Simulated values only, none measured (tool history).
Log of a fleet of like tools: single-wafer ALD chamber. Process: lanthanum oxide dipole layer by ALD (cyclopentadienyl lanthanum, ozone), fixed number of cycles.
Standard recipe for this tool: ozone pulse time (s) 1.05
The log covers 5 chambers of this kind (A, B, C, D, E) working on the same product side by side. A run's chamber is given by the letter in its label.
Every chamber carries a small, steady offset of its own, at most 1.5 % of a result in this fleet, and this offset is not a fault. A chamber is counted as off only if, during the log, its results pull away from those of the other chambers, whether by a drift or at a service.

run,hour,ozone pulse time (s),"read-back reference wafer on the same gauge, thickness_nm",mean film thickness on the monitor wafer (angstrom)
1A,3.7,1.05,0.52171,5.0891
2C,7.5,1.05,0.52208,5.0885
3E,11.0,1.05,0.52217,5.1296
4D,15.2,1.05,0.52184,5.0593
5B,17.1,1.05,0.52217,5.0581
6C,19.4,1.05,0.52204,5.0807
7E,21.3,1.05,0.52184,5.1307
8B,24.1,1.05,0.52176,5.0621
9A,27.2,1.24,0.52206,5.2973
10D,29.2,1.24,0.52186,5.2785
11C,31.6,1.24,0.52201,5.3001
12E,35.3,1.24,0.52213,5.3524
13B,37.8,1.24,0.52230,5.2691
14A,41.7,1.05,0.52202,5.0720
15D,44.3,1.05,0.52181,5.0625
16E,46.6,1.05,0.52184,5.1440
17B,48.6,1.05,0.52180,5.0122
18A,52.3,0.92,0.52220,4.8617
19D,56.4,0.92,0.52206,4.8405
20C,59.7,0.92,0.52183,4.8602
21A,62.0,0.92,0.52213,4.8544
22E,65.9,0.92,0.52213,4.8982
23C,68.7,1.05,0.52163,5.0671
24D,70.6,1.05,0.52182,5.0486
25B,73.3,1.05,0.52205,5.0023
26C,75.9,0.78,0.52248,4.5530
27E,78.5,0.78,0.52158,4.5973
28D,82.2,0.78,0.52198,4.5657
29A,85.2,0.78,0.52198,4.5597
30B,87.2,0.78,0.52227,4.4375
31E,89.9,1.20,0.52188,5.2955
32A,92.1,1.20,0.52208,5.2611
33D,95.5,1.20,0.52190,5.2558
34C,99.0,1.20,0.52150,5.2826
35B,100.9,1.20,0.52187,5.1389

Is one chamber out of step, is the gauge drifting, or do the chambers differ by no more than their own small offsets? For an off chamber, give its letter and the likeliest cause.

Chamber B drifts away from the others.
Cause: ozone dose below that of a generator just serviced (%) = 7.34.

Chamber B could run next with any of the 4 candidate recipes listed below; each alters the usual settings, and their results appear as question marks. Which one brings its results back in line with what the other chambers deliver on the usual settings?
In-line tolerance around the mean of the other chambers on the usual settings: mean film thickness on the monitor wafer (angstrom) 0.0420
36B-1,103.9,0.97,,?
36B-2,103.9,1.24,,?
36B-3,103.9,0.91,,?
36B-4,103.9,1.13,,?

Mean of the other chambers on the usual settings: mean film thickness on the monitor wafer (angstrom) 5.0865
run,mean film thickness on the monitor wafer (angstrom)
36B-1,4.8268
36B-2,5.2064
36B-3,4.7132
36B-4,5.0743
36B-4 is the one that brings the chamber's results back in line with the other chambers.
